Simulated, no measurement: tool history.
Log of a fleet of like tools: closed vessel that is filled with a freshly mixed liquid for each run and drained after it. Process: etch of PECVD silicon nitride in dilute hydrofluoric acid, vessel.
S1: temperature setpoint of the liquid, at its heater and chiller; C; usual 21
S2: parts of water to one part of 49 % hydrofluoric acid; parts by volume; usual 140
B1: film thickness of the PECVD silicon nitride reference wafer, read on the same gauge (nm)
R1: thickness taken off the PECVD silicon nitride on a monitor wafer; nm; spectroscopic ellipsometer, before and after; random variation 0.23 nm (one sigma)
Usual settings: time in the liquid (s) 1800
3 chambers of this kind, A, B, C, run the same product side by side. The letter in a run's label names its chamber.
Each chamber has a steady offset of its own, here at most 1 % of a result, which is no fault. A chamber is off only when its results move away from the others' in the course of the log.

{"run": "1C", "day": 0.388, "S1": 21, "S2": 140, "time in the liquid (s)": 1800, "B1": 60.001, "R1": 26.948}
{"run": "2B", "day": 0.754, "S1": 21, "S2": 140, "time in the liquid (s)": 1800, "B1": 59.997, "R1": 27.227}
{"run": "3A", "day": 1.138, "S1": 21, "S2": 140, "time in the liquid (s)": 1800, "B1": 59.999, "R1": 27.479}
{"run": "4A", "day": 1.712, "S1": 21, "S2": 140, "time in the liquid (s)": 1800, "B1": 59.985, "R1": 27.127}
{"run": "5C", "day": 2.067, "S1": 21, "S2": 140, "time in the liquid (s)": 1800, "B1": 59.985, "R1": 26.972}
{"run": "6B", "day": 2.612, "S1": 21, "S2": 140, "time in the liquid (s)": 1800, "B1": 60.017, "R1": 27.661}
{"run": "7B", "day": 3.112, "S1": 21, "S2": 140, "time in the liquid (s)": 1800, "B1": 60.02, "R1": 27.323}
{"run": "8A", "day": 3.462, "S1": 21, "S2": 140, "time in the liquid (s)": 1800, "B1": 59.99, "R1": 27.618}
{"run": "9C", "day": 3.912, "S1": 23, "S2": 195, "time in the liquid (s)": 1800, "B1": 60.002, "R1": 22.739}
{"run": "10C", "day": 4.492, "S1": 23, "S2": 195, "time in the liquid (s)": 1800, "B1": 59.987, "R1": 22.946}
{"day": 4.783, "done": "chamber A: hydrofluoric acid flow meter replaced"}
{"run": "11A", "day": 5.05, "S1": 23, "S2": 195, "time in the liquid (s)": 1800, "B1": 60.001, "R1": 22.471}
{"run": "12B", "day": 5.421, "S1": 21, "S2": 140, "time in the liquid (s)": 1800, "B1": 59.994, "R1": 27.525}
{"run": "13C", "day": 5.742, "S1": 21, "S2": 140, "time in the liquid (s)": 1800, "B1": 60.008, "R1": 28.429}
{"run": "14B", "day": 6.321, "S1": 21, "S2": 140, "time in the liquid (s)": 1800, "B1": 60.003, "R1": 27.177}
{"run": "15A", "day": 6.838, "S1": 21, "S2": 140, "time in the liquid (s)": 1800, "B1": 60.011, "R1": 27.225}
{"run": "16B", "day": 7.133, "S1": 21, "S2": 140, "time in the liquid (s)": 1800, "B1": 60.004, "R1": 27.072}
{"run": "17C", "day": 7.433, "S1": 21, "S2": 140, "time in the liquid (s)": 1800, "B1": 60.004, "R1": 28.718}
{"run": "18A", "day": 7.858, "S1": 21, "S2": 140, "time in the liquid (s)": 1800, "B1": 60.0, "R1": 27.051}
{"run": "19B", "day": 8.438, "S1": 21, "S2": 140, "time in the liquid (s)": 1800, "B1": 60.004, "R1": 27.006}
{"run": "20A", "day": 8.946, "S1": 23, "S2": 95, "time in the liquid (s)": 1800, "B1": 60.011, "R1": 45.581}

All 3 chambers run these settings next. Forecast each chamber's results:
{"run": "21A", "day": 9.429, "S1": 21, "S2": 140, "time in the liquid (s)": 1800, "R1": "?"}
{"run": "21B", "day": 9.429, "S1": 21, "S2": 140, "time in the liquid (s)": 1800, "R1": "?"}
{"run": "21C", "day": 9.429, "S1": 21, "S2": 140, "time in the liquid (s)": 1800, "R1": "?"}

run=21A R1=27.107
run=21B R1=26.954
run=21C R1=29.158
